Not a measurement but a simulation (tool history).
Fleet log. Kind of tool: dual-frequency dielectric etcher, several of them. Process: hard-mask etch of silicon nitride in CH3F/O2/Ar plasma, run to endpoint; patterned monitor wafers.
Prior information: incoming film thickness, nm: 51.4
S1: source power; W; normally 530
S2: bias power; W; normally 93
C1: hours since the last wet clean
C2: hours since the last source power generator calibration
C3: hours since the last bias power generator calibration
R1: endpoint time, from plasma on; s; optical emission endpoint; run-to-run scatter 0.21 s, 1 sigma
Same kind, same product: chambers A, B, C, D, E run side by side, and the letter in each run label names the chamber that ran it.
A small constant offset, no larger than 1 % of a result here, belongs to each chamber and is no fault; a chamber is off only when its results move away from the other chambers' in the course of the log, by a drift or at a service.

run	hour	S1	S2	C1	C2	C3	R1
1B	3.4	530	93	36.3	479.9	2010	61.884
2C	7	530	93	16.2	4064.6	416.8	61.774
3E	10	530	93	314.1	1374.8	3958.1	61.244
4A	13	530	93	293.1	2210.2	2563.1	61.142
5D	16.9	530	93	50.4	1734	1433.7	61.477
6D	20.8	530	93	54.3	1737.9	1437.6	61.446
7E	23.9	530	93	328	1388.7	3972	61.231
8A	27.8	530	93	307.9	2225	2577.9	61.463
9B	31.2	610	78	64.1	507.7	2037.8	61.862
10C	33	610	78	42.2	4090.6	442.8	61.944
11C	36.1	610	78	45.3	4093.7	445.9	62.061
12A	38.3	610	78	318.4	2235.5	2588.4	61.33
13D	41.3	610	78	74.8	1758.4	1458.1	62.437
# hour 42: chamber A: wet clean of the chamber
14E	45.3	530	93	349.4	1410.1	3993.4	61.312
15B	48.7	440	101	81.6	525.2	2055.3	64.299
16E	51.9	440	101	356	1416.7	4000	64.038
17A	55.8	440	101	13.8	2253	2605.9	62.054
18C	59.5	440	101	68.7	4117.1	469.3	64.358
19B	62.3	440	101	95.2	538.8	2068.9	64.507
20D	64.3	530	93	97.8	1781.4	1481.1	61.14
21A	67.2	530	93	25.2	2264.4	2617.3	59.574
22C	70.1	530	93	79.3	4127.7	479.9	61.778
23B	72.7	530	93	105.6	549.2	2079.3	61.679
# hour 74.3: chamber A: source power generator calibrated
24E	75.5	530	93	379.6	1440.3	4023.6	61.434
25D	79.6	530	93	113.1	1796.7	1496.4	61.525
26B	82.6	530	93	115.5	559.1	2089.2	62.002
27A	84.9	530	93	42.9	10.7	2635	59.694
28E	88.2	530	93	392.3	1453	4036.3	61.29
29D	91.8	530	93	125.3	1808.9	1508.6	61.337
30C	95	530	93	104.2	4152.6	504.8	61.35
31D	97.9	530	93	131.4	1815	1514.7	61.501
32C	100.5	530	93	109.7	4158.1	510.3	61.463
33E	102.9	530	93	407	1467.7	4051	61.196
34B	105	530	105	137.9	581.5	2111.6	58.729
35A	108.2	530	105	66.2	34	2658.3	57.334

Next, all 5 chambers run the settings below, one line each with question marks for the results. What does each chamber give?
36A	111.2	600	93				?
36B	111.2	600	93				?
36C	111.2	600	93				?
36D	111.2	600	93				?
36E	111.2	600	93				?

run	R1
36A	56.906
36B	58.956
36C	58.833
36D	58.425
36E	58.405
